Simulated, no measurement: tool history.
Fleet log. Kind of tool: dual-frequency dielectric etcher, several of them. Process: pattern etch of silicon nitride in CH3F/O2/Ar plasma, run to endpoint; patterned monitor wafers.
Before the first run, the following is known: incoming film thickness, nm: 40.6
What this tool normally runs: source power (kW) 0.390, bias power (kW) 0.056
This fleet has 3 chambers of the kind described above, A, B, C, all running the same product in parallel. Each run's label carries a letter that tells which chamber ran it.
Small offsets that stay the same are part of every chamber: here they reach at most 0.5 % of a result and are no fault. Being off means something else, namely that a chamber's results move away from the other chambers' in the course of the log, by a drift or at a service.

| run | day | source power (kW) | bias power (kW) | hours since the last wet clean | hours since the last source power generator calibration | hours since the last bias power generator calibration | endpoint time (s) |
|---|---|---|---|---|---|---|---|
| 1A | 0.150 | 0.390 | 0.056 | 76.1 | 1027.2 | 1816.9 | 64.809 |
| 2C | 0.292 | 0.390 | 0.056 | 439.8 | 1287.8 | 1367.9 | 64.444 |
| 3B | 0.417 | 0.390 | 0.056 | 191.5 | 773.9 | 1425.0 | 63.574 |
| 4A | 0.554 | 0.390 | 0.056 | 85.8 | 1036.9 | 1826.6 | 64.379 |
| 5C | 0.767 | 0.390 | 0.056 | 451.2 | 1299.2 | 1379.3 | 64.001 |
| 6B | 0.958 | 0.390 | 0.056 | 204.5 | 786.9 | 1438.0 | 64.746 |
| 7B | 1.171 | 0.390 | 0.056 | 209.6 | 792.0 | 1443.1 | 64.903 |
| 8A | 1.350 | 0.390 | 0.056 | 104.9 | 1056.0 | 1845.7 | 63.940 |
| 9C | 1.617 | 0.390 | 0.056 | 471.6 | 1319.6 | 1399.7 | 65.029 |
| 10C | 1.879 | 0.390 | 0.056 | 477.9 | 1325.9 | 1406.0 | 65.017 |
| 11B | 2.150 | 0.390 | 0.056 | 233.1 | 815.5 | 1466.6 | 64.284 |
| 12A | 2.408 | 0.390 | 0.056 | 130.3 | 1081.4 | 1871.1 | 64.287 |
| 13B | 2.562 | 0.390 | 0.056 | 243.0 | 825.4 | 1476.5 | 64.085 |
| 14A | 2.729 | 0.390 | 0.056 | 138.0 | 1089.1 | 1878.8 | 65.051 |
| 15C | 2.971 | 0.390 | 0.056 | 504.1 | 1352.1 | 1432.2 | 64.789 |
|  | 2.983 | chamber C: wet clean of the chamber |
| 16A | 3.138 | 0.390 | 0.056 | 147.8 | 1098.9 | 1888.6 | 64.141 |
| 17C | 3.338 | 0.390 | 0.056 | 8.5 | 1360.9 | 1441.0 | 64.416 |
| 18B | 3.567 | 0.390 | 0.056 | 267.1 | 849.5 | 1500.6 | 63.954 |
| 19A | 3.842 | 0.390 | 0.046 | 164.7 | 1115.8 | 1905.5 | 69.694 |
| 20C | 4.025 | 0.390 | 0.046 | 25.0 | 1377.4 | 1457.5 | 68.393 |
| 21B | 4.188 | 0.390 | 0.046 | 282.0 | 864.4 | 1515.5 | 67.861 |
| 22B | 4.417 | 0.340 | 0.067 | 287.5 | 869.9 | 1521.0 | 64.383 |
| 23C | 4.646 | 0.340 | 0.067 | 39.9 | 1392.3 | 1472.4 | 64.196 |
| 24A | 4.896 | 0.340 | 0.067 | 190.0 | 1141.1 | 1930.8 | 65.663 |
| 25B | 5.142 | 0.390 | 0.056 | 304.9 | 887.3 | 1538.4 | 63.928 |
| 26C | 5.308 | 0.390 | 0.056 | 55.8 | 1408.2 | 1488.3 | 64.557 |
| 27A | 5.525 | 0.440 | 0.064 | 205.1 | 1156.2 | 1945.9 | 60.625 |
| 28A | 5.742 | 0.440 | 0.064 | 210.3 | 1161.4 | 1951.1 | 61.293 |
| 29B | 5.862 | 0.440 | 0.064 | 322.2 | 904.6 | 1555.7 | 58.799 |
| 30C | 6.058 | 0.390 | 0.056 | 73.8 | 1426.2 | 1506.3 | 64.808 |
| 31A | 6.204 | 0.390 | 0.056 | 221.4 | 1172.5 | 1962.2 | 66.947 |
| 32B | 6.450 | 0.420 | 0.056 | 336.3 | 918.7 | 1569.8 | 61.880 |
| 33C | 6.675 | 0.420 | 0.056 | 88.6 | 1441.0 | 1521.1 | 62.196 |

Is one chamber out of step, is the gauge drifting, or do the chambers differ by no more than their own small offsets? For an off chamber, give its letter and the likeliest cause.

Chamber A drifts away from the others.
Cause: etch rate under this chamber's usual, % = 4.88.

Chamber A could run next with any of the 4 candidate recipes listed below; each alters the usual settings, and their results appear as question marks. Which one brings its results back in line with what the other chambers deliver on the usual settings?
In-line tolerance around the mean of the other chambers on the usual settings: endpoint time (s) 1.600
| 34A-1 | 6.875 | 0.390 | 0.042 |  |  |  | ? |
| 34A-2 | 6.875 | 0.440 | 0.056 |  |  |  | ? |
| 34A-3 | 6.875 | 0.390 | 0.073 |  |  |  | ? |
| 34A-4 | 6.875 | 0.360 | 0.053 |  |  |  | ? |

What the other chambers average on the usual settings: endpoint time (s) 64.289
| run | endpoint time (s) |
|---|---|
| 34A-1 | 73.878 |
| 34A-2 | 64.478 |
| 34A-3 | 61.905 |
| 34A-4 | 70.995 |
It is 34A-2 that realigns the chamber with its peers.

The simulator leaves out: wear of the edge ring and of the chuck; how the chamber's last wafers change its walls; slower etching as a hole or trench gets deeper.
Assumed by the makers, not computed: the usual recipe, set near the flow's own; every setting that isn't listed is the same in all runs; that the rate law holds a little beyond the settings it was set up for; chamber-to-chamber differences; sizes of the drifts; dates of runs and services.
